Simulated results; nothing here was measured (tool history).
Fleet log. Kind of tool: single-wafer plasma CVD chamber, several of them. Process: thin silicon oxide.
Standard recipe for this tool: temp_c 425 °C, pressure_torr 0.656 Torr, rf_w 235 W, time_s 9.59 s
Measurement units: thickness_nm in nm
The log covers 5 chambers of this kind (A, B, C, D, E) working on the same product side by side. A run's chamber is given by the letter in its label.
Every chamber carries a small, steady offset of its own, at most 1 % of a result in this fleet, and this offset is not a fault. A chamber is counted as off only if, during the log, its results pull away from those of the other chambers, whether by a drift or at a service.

run   hour  temp_c  pressure_torr  rf_w  time_s  read-back reference wafer on the same gauge, thickness_nm  thickness_nm
       0.3  -- chamber E: capacitance manometer re-zeroed and calibrated
 1A   11.7     425          0.656   235    9.59                                                     11.204        12.768
 2C   23.3     425          0.656   235    9.59                                                     11.194         12.58
 3D   35.6     425          0.656   235    9.59                                                     11.219        12.684
 4B   42.5     425          0.656   235    9.59                                                     11.202        12.713
 5E   50.6     425          0.656   235    9.59                                                     11.201        12.663
 6D   62.2     425          0.656   235    9.59                                                     11.205         12.69
 7C   75.9     412          0.565   235    9.59                                                     11.198        10.886
 8E     85     412          0.565   235    9.59                                                     11.198            11
 9B     98     412          0.565   235    9.59                                                     11.184        10.894
10A  112.2     412          0.565   235    9.59                                                     11.208         11.06
11B  118.6     412          0.565   235    9.59                                                     11.211        10.797
12A  125.7     425          0.656   235    9.59                                                     11.199        12.798
13E    132     425          0.656   235    9.59                                                     11.199        12.777
14D  138.4     425          0.656   235    9.59                                                     11.194        12.559
15C  145.5     425          0.656   235    9.59                                                     11.206        12.544
16C  156.1     425          0.656   235    9.59                                                     11.197        12.792
17B  167.1     425          0.656   235    9.59                                                     11.187        12.475
18D  180.1     425          0.656   235    9.59                                                     11.198        12.753
19E  191.1     425          0.656   235    9.59                                                     11.194        12.818
20A  200.5     425          0.656   235    9.59                                                     11.207        12.796
21B  210.9     425          0.656   235    9.59                                                     11.205        12.595
22E  218.8     425          0.656   235    9.59                                                     11.201        12.634
23C  233.1     425          0.656   235    9.59                                                     11.193        12.685
24D  247.3     425          0.656   235    9.59                                                     11.182        12.743
25A  258.5     433          0.656   190    9.59                                                     11.186        11.569
26D  271.3     433          0.656   190    9.59                                                      11.19        11.526
27B  277.7     433          0.656   190    9.59                                                     11.198        11.114
28A    290     433          0.656   190    9.59                                                     11.204         11.43
29C  303.5     433          0.656   190    9.59                                                     11.188        11.265
30E  310.2     425          0.656   235    9.59                                                     11.183        12.683
31D  320.6     425          0.656   235    9.59                                                     11.201        12.715
32A  329.1     435          0.656   235    9.59                                                     11.202         12.67
33E  337.1     435          0.656   235    9.59                                                     11.203        12.622
34B  351.3     435          0.656   235    9.59                                                      11.21        12.084
35C  364.8     435          0.656   235    9.59                                                     11.202        12.519
36D  372.1     435          0.656   235    9.59                                                     11.197        12.668
37E  383.2     425          0.656   235    9.59                                                     11.206        12.769
38B  391.4     434          0.656   235    7.97                                                     11.217        10.123
39C    398     434          0.656   235    7.97                                                     11.201        10.561

Has any chamber moved away from the others, gradually or after a service, or does the common gauge drift, or do the chambers differ only by their own small steady offsets? State the chamber and the most likely cause if one applies.

It is chamber B that slowly wanders off from its peers.
What lies behind it: true pressure below the setpoint (%) = 4.31.
With only this log, it may be confused with: delivered RF power below the setpoint (%).

Below are 4 candidate recipes for chamber B's next run, each the usual settings with a change, their results shown as question marks. Which of them brings B's results back in line with what the other chambers give on the usual settings?
A result is in line if it is within this distance of the other chambers' mean on the usual settings: thickness_nm 0.25 nm
40B-1  408.3     425          0.682   240    9.59                                                                        ?
40B-2  408.3     425          0.656   235    9.12                                                                        ?
40B-3  408.3     425          0.648   235    9.59                                                                        ?
40B-4  408.3     405          0.656   235    9.59                                                                        ?

Usual-settings mean across the other chambers: thickness_nm 12.734 nm
  run  thickness_nm
40B-1        12.767
40B-2        11.528
40B-3         11.96
40B-4         12.28
The answer is 40B-1, which returns the chamber to within the allowed miss of the others.
